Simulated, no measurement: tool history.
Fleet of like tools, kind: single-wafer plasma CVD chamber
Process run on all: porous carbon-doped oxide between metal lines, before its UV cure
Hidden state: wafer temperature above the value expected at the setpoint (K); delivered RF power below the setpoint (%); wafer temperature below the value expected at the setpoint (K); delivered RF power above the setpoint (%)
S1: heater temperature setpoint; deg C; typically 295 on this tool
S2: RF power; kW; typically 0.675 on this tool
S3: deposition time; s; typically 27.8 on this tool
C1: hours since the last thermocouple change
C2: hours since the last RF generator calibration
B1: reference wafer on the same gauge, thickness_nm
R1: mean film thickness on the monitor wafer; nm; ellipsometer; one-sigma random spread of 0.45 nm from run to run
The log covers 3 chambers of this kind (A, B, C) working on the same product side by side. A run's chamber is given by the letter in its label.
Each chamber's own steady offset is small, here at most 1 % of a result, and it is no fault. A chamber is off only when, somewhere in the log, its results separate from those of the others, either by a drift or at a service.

{"run": "1B", "hour": 3.6, "S1": 295, "S2": 0.675, "S3": 27.8, "C1": 877.5, "C2": 73.2, "B1": 199.16, "R1": 190.74}
{"run": "2A", "hour": 7.3, "S1": 295, "S2": 0.675, "S3": 27.8, "C1": 1008.1, "C2": 625.7, "B1": 199.08, "R1": 189.97}
{"run": "3C", "hour": 10.2, "S1": 295, "S2": 0.675, "S3": 27.8, "C1": 1567.8, "C2": 170.6, "B1": 199.05, "R1": 189.39}
{"run": "4C", "hour": 13.0, "S1": 295, "S2": 0.675, "S3": 27.8, "C1": 1570.6, "C2": 173.4, "B1": 199.06, "R1": 189.08}
{"run": "5B", "hour": 17.8, "S1": 295, "S2": 0.675, "S3": 27.8, "C1": 891.7, "C2": 87.4, "B1": 199.04, "R1": 190.84}
{"run": "6A", "hour": 21.1, "S1": 295, "S2": 0.675, "S3": 27.8, "C1": 1021.9, "C2": 639.5, "B1": 198.99, "R1": 189.09}
{"run": "7A", "hour": 26.2, "S1": 295, "S2": 0.675, "S3": 27.8, "C1": 1027, "C2": 644.6, "B1": 198.98, "R1": 189.68}
{"run": "8B", "hour": 28.5, "S1": 295, "S2": 0.675, "S3": 25.6, "C1": 902.4, "C2": 98.1, "B1": 198.91, "R1": 175.62}
{"run": "9C", "hour": 31.2, "S1": 295, "S2": 0.675, "S3": 25.6, "C1": 1588.8, "C2": 191.6, "B1": 199.04, "R1": 174.4}
{"run": "10C", "hour": 35.2, "S1": 295, "S2": 0.675, "S3": 25.6, "C1": 1592.8, "C2": 195.6, "B1": 198.97, "R1": 174.39}
{"run": "11B", "hour": 38.8, "S1": 295, "S2": 0.675, "S3": 27.8, "C1": 912.7, "C2": 108.4, "B1": 198.98, "R1": 190.63}
{"run": "12A", "hour": 43.5, "S1": 295, "S2": 0.675, "S3": 27.8, "C1": 1044.3, "C2": 661.9, "B1": 199.01, "R1": 189.29}
{"run": "13B", "hour": 46.2, "S1": 295, "S2": 0.675, "S3": 27.8, "C1": 920.1, "C2": 115.8, "B1": 199.03, "R1": 189.44}
{"run": "14C", "hour": 49.8, "S1": 295, "S2": 0.675, "S3": 27.8, "C1": 1607.4, "C2": 210.2, "B1": 198.98, "R1": 189.08}
{"run": "15A", "hour": 52.5, "S1": 295, "S2": 0.675, "S3": 27.8, "C1": 1053.3, "C2": 670.9, "B1": 199.01, "R1": 189.08}
{"run": "16C", "hour": 55.8, "S1": 295, "S2": 0.675, "S3": 27.8, "C1": 1613.4, "C2": 216.2, "B1": 199.12, "R1": 189.53}
{"run": "17B", "hour": 60.7, "S1": 295, "S2": 0.675, "S3": 27.8, "C1": 934.6, "C2": 130.3, "B1": 199, "R1": 189.76}
{"run": "18A", "hour": 64.3, "S1": 295, "S2": 0.675, "S3": 27.8, "C1": 1065.1, "C2": 682.7, "B1": 199.07, "R1": 189.44}
{"run": "19A", "hour": 69.1, "S1": 295, "S2": 0.675, "S3": 27.8, "C1": 1069.9, "C2": 687.5, "B1": 198.94, "R1": 189}
{"run": "20B", "hour": 73.9, "S1": 309, "S2": 0.675, "S3": 32.4, "C1": 947.8, "C2": 143.5, "B1": 198.95, "R1": 203.21}
{"run": "21C", "hour": 77.7, "S1": 309, "S2": 0.675, "S3": 32.4, "C1": 1635.3, "C2": 238.1, "B1": 198.94, "R1": 202.4}
{"run": "22A", "hour": 82.3, "S1": 309, "S2": 0.675, "S3": 32.4, "C1": 1083.1, "C2": 700.7, "B1": 198.91, "R1": 203.93}
{"run": "23B", "hour": 85.6, "S1": 295, "S2": 0.675, "S3": 27.8, "C1": 959.5, "C2": 155.2, "B1": 199.04, "R1": 190.4}
{"run": "24C", "hour": 89.0, "S1": 295, "S2": 0.675, "S3": 27.8, "C1": 1646.6, "C2": 249.4, "B1": 198.96, "R1": 189.07}
{"run": "25C", "hour": 91.8, "S1": 282, "S2": 0.675, "S3": 31.9, "C1": 1649.4, "C2": 252.2, "B1": 199.01, "R1": 235}
{"run": "26B", "hour": 95.7, "S1": 282, "S2": 0.675, "S3": 31.9, "C1": 969.6, "C2": 165.3, "B1": 198.85, "R1": 236.66}
{"run": "27A", "hour": 98.5, "S1": 282, "S2": 0.675, "S3": 31.9, "C1": 1099.3, "C2": 716.9, "B1": 199.06, "R1": 233.81}
{"hour": 101.4, "done": "chamber A: thermocouple changed; heater temperature recalibrated"}
{"run": "28C", "hour": 102.0, "S1": 306, "S2": 0.675, "S3": 27.8, "C1": 1659.6, "C2": 262.4, "B1": 198.99, "R1": 178.06}
{"run": "29B", "hour": 105.7, "S1": 306, "S2": 0.675, "S3": 27.8, "C1": 979.6, "C2": 175.3, "B1": 198.88, "R1": 177.86}
{"run": "30A", "hour": 109.8, "S1": 306, "S2": 0.675, "S3": 27.8, "C1": 8.4, "C2": 728.2, "B1": 198.8, "R1": 174.1}
{"run": "31A", "hour": 113.8, "S1": 295, "S2": 0.675, "S3": 27.8, "C1": 12.4, "C2": 732.2, "B1": 198.99, "R1": 185.34}
{"run": "32C", "hour": 116.9, "S1": 295, "S2": 0.675, "S3": 27.8, "C1": 1674.5, "C2": 277.3, "B1": 198.99, "R1": 189.24}
{"run": "33B", "hour": 120.0, "S1": 295, "S2": 0.675, "S3": 27.8, "C1": 993.9, "C2": 189.6, "B1": 199.06, "R1": 190.16}
{"run": "34B", "hour": 123.5, "S1": 295, "S2": 0.675, "S3": 27.8, "C1": 997.4, "C2": 193.1, "B1": 199, "R1": 190.24}
{"run": "35A", "hour": 127.9, "S1": 295, "S2": 0.675, "S3": 27.8, "C1": 26.5, "C2": 746.3, "B1": 199.02, "R1": 185.92}
{"run": "36C", "hour": 130.5, "S1": 295, "S2": 0.575, "S3": 27.8, "C1": 1688.1, "C2": 290.9, "B1": 199.03, "R1": 169.92}
{"run": "37A", "hour": 133.0, "S1": 295, "S2": 0.575, "S3": 27.8, "C1": 31.6, "C2": 751.4, "B1": 198.97, "R1": 167.92}
{"run": "38C", "hour": 137.2, "S1": 295, "S2": 0.575, "S3": 27.8, "C1": 1694.8, "C2": 297.6, "B1": 199.19, "R1": 169.47}
{"run": "39B", "hour": 140.5, "S1": 295, "S2": 0.675, "S3": 27.8, "C1": 1014.4, "C2": 210.1, "B1": 199.02, "R1": 190.47}
{"run": "40C", "hour": 145.3, "S1": 295, "S2": 0.675, "S3": 27.8, "C1": 1702.9, "C2": 305.7, "B1": 199.09, "R1": 189.91}
{"run": "41B", "hour": 150.2, "S1": 295, "S2": 0.675, "S3": 27.8, "C1": 1024.1, "C2": 219.8, "B1": 198.94, "R1": 190.08}
{"run": "42A", "hour": 155.0, "S1": 295, "S2": 0.675, "S3": 27.8, "C1": 53.6, "C2": 773.4, "B1": 198.95, "R1": 185.82}
{"run": "43A", "hour": 158.8, "S1": 295, "S2": 0.675, "S3": 27.8, "C1": 57.4, "C2": 777.2, "B1": 199.03, "R1": 185.22}

What goes on in this fleet: one chamber off, a drifting gauge, or nothing beyond the chambers' own small offsets? Name the chamber and the cause, if any.

A service left chamber A off against the others.
Cause: wafer temperature above the value expected at the setpoint (K) = 3.14.

Below are 4 candidate recipes for chamber A's next run, each the usual settings with a change, their results shown as question marks. Which of them brings A's results back in line with what the other chambers give on the usual settings?
A result is in line if it is within this distance of the other chambers' mean on the usual settings: R1 1.6 nm
{"run": "44A-1", "hour": 162.4, "S1": 295, "S2": 0.675, "S3": 27.9, "R1": "?"}
{"run": "44A-2", "hour": 162.4, "S1": 295, "S2": 0.68, "S3": 28.2, "R1": "?"}
{"run": "44A-3", "hour": 162.4, "S1": 296, "S2": 0.675, "S3": 27.8, "R1": "?"}
{"run": "44A-4", "hour": 162.4, "S1": 295, "S2": 0.675, "S3": 27.2, "R1": "?"}

What the other chambers average on the usual settings: R1 189.77 nm
run=44A-1 R1=186.22
run=44A-2 R1=189.05
run=44A-3 R1=184.51
run=44A-4 R1=181.7
The right change is 44A-2: it brings the chamber back within the allowed miss of the others.

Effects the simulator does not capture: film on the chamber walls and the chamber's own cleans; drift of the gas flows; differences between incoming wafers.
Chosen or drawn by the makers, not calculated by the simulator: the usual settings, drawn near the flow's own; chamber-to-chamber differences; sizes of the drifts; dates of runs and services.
